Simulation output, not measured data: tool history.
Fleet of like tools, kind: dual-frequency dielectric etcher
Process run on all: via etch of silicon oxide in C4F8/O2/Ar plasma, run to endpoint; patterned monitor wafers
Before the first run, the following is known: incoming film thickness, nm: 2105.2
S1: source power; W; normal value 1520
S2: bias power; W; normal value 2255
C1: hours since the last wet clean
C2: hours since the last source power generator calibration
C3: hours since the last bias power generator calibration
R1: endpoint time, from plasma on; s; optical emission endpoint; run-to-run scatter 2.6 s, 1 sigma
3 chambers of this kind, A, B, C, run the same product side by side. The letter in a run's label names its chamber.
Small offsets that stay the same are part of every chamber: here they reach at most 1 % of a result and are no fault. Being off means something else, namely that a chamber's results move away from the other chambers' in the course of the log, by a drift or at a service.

run	hour	S1	S2	C1	C2	C3	R1
1C	7.9	1520	2255	128.3	43.0	1635.6	449.30
2A	16.9	1520	2255	422.3	953.2	809.5	446.81
3B	25.2	1520	2255	91.1	1981.5	1166.6	445.35
4B	33.2	1520	2255	99.1	1989.5	1174.6	445.13
5A	42.1	1520	2255	447.5	978.4	834.7	451.23
6C	46.2	1520	2255	166.6	81.3	1673.9	444.69
7C	54.1	1520	2255	174.5	89.2	1681.8	441.43
8B	61.5	1520	2255	127.4	2017.8	1202.9	444.00
9A	65.6	1520	2255	471.0	1001.9	858.2	451.66
10C	72.2	1520	2255	192.6	107.3	1699.9	442.95
11A	80.2	1520	2255	485.6	1016.5	872.8	448.70
12B	85.9	1520	2255	151.8	2042.2	1227.3	444.15
13A	92.9	1520	2255	498.3	1029.2	885.5	446.47
14C	100.5	1520	2255	220.9	135.6	1728.2	440.77
15B	107.4	1520	2255	173.3	2063.7	1248.8	447.99
16C	113.9	1520	2255	234.3	149.0	1741.6	443.43
17B	122.9	1520	2255	188.8	2079.2	1264.3	440.70
# hour 126.1: chamber A: wet clean of the chamber
18A	129.3	1520	2255	3.2	1065.6	921.9	455.15
19B	137.4	1520	2255	203.3	2093.7	1278.8	442.89
20A	145.6	1770	2482	19.5	1081.9	938.2	409.42
21C	153.1	1770	2482	273.5	188.2	1780.8	405.19
22C	161.8	1770	2482	282.2	196.9	1789.5	403.53
23B	169.4	1520	2255	235.3	2125.7	1310.8	445.58
24A	175.9	1520	2255	49.8	1112.2	968.5	450.16
25B	184.8	1520	2255	250.7	2141.1	1326.2	448.34
26C	189.5	1520	2255	309.9	224.6	1817.2	441.12
27A	196.0	1520	2255	69.9	1132.3	988.6	444.86
28B	201.2	1520	2255	267.1	2157.5	1342.6	443.33
29C	207.9	1520	2255	328.3	243.0	1835.6	441.49
30A	217.0	1520	2255	90.9	1153.3	1009.6	449.81
31C	225.0	1520	2255	345.4	260.1	1852.7	445.16
32B	233.0	1520	2255	298.9	2189.3	1374.4	448.11
33A	241.4	1520	2255	115.3	1177.7	1034.0	448.15
34B	246.2	1520	2255	312.1	2202.5	1387.6	449.82
35A	254.2	1520	2255	128.1	1190.5	1046.8	452.12
36C	260.3	1520	2255	380.7	295.4	1888.0	442.27
37A	268.6	1830	2255	142.5	1204.9	1061.2	418.67
38B	273.4	1830	2255	339.3	2229.7	1414.8	415.77
39C	281.0	1830	2255	401.4	316.1	1908.7	409.60
40B	287.3	1520	2255	353.2	2243.6	1428.7	449.39
41C	294.3	1520	2255	414.7	329.4	1922.0	443.63
42A	302.2	1520	2435	176.1	1238.5	1094.8	439.34
43C	311.4	1520	2435	431.8	346.5	1939.1	434.94
44A	320.4	1520	2435	194.3	1256.7	1113.0	440.46

Is one chamber out of step, is the gauge drifting, or do the chambers differ by no more than their own small offsets? For an off chamber, give its letter and the likeliest cause.

No chamber stands off beyond its own small offset, and the gauge holds steady.
